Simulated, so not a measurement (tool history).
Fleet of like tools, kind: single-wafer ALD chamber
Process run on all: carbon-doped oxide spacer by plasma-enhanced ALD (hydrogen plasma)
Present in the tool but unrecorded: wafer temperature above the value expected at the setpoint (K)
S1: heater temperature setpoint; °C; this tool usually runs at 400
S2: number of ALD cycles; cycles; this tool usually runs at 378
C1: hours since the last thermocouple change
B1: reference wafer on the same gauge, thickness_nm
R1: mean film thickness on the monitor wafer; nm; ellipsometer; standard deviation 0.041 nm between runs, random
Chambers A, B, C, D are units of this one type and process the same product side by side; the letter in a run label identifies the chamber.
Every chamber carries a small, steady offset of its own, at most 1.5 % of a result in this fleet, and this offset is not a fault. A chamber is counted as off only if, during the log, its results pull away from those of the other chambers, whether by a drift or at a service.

Run 1A, hour 6.4: usual settings; C1 1248.2; B1 20.8. Result: R1 18.897 nm.
Run 2B, hour 11.8: usual settings; C1 2339.3; B1 20.796. Result: R1 18.659 nm.
Run 3C, hour 18.3: usual settings; C1 898.7; B1 20.8. Result: R1 19.035 nm.
Run 4D, hour 23.8: usual settings; C1 864.9; B1 20.802. Result: R1 18.918 nm.
Run 5C, hour 27.8: usual settings; C1 908.2; B1 20.802. Result: R1 19.176 nm.
Run 6D, hour 32: usual settings; C1 873.1; B1 20.8. Result: R1 18.918 nm.
Run 7B, hour 37.6: usual settings; C1 2365.1; B1 20.805. Result: R1 18.692 nm.
Run 8A, hour 41.9: usual settings; C1 1283.7; B1 20.809. Result: R1 18.932 nm.
Run 9D, hour 46.8: usual settings; C1 887.9; B1 20.802. Result: R1 18.987 nm.
Run 10C, hour 53.2: usual settings; C1 933.6; B1 20.803. Result: R1 19.122 nm.
Run 11A, hour 59.2: usual settings; C1 1301; B1 20.792. Result: R1 18.888 nm.
Run 12B, hour 64.1: usual settings; C1 2391.6; B1 20.802. Result: R1 18.711 nm.
Run 13D, hour 69: usual settings; C1 910.1; B1 20.791. Result: R1 18.973 nm.
Run 14A, hour 72.9: usual settings; C1 1314.7; B1 20.786. Result: R1 18.922 nm.
Run 15C, hour 80.6: usual settings; C1 961; B1 20.8. Result: R1 19.114 nm.
Run 16B, hour 84: usual settings; C1 2411.5; B1 20.797. Result: R1 18.679 nm.
Run 17C, hour 89.9: usual settings; C1 970.3; B1 20.789. Result: R1 19.081 nm.
Run 18A, hour 94.4: usual settings but S1 411 °C; C1 1336.2; B1 20.79. Result: R1 18.346 nm.
At hour 96.4: chamber B: thermocouple changed; heater temperature recalibrated.
Run 19D, hour 98.4: usual settings but S1 411 °C; C1 939.5; B1 20.801. Result: R1 18.379 nm.
Run 20B, hour 103.4: usual settings but S1 411 °C; C1 7.1; B1 20.801. Result: R1 18.074 nm.
Run 21A, hour 108: usual settings but S1 411 °C; C1 1349.8; B1 20.8. Result: R1 18.377 nm.
Run 22B, hour 113.9: usual settings; C1 17.6; B1 20.798. Result: R1 18.719 nm.
Run 23C, hour 119.8: usual settings; C1 1000.2; B1 20.805. Result: R1 19.107 nm.
Run 24D, hour 127.2: usual settings; C1 968.3; B1 20.804. Result: R1 18.978 nm.

All 4 chambers run these settings next. Forecast each chamber's results:
Run 25A, hour 132.7: usual settings but S1 394 °C. Result: R1 ?.
Run 25B, hour 132.7: usual settings but S1 394 °C. Result: R1 ?.
Run 25C, hour 132.7: usual settings but S1 394 °C. Result: R1 ?.
Run 25D, hour 132.7: usual settings but S1 394 °C. Result: R1 ?.

run      R1
25A   19.03
25B   18.65
25C  19.039
25D  18.982

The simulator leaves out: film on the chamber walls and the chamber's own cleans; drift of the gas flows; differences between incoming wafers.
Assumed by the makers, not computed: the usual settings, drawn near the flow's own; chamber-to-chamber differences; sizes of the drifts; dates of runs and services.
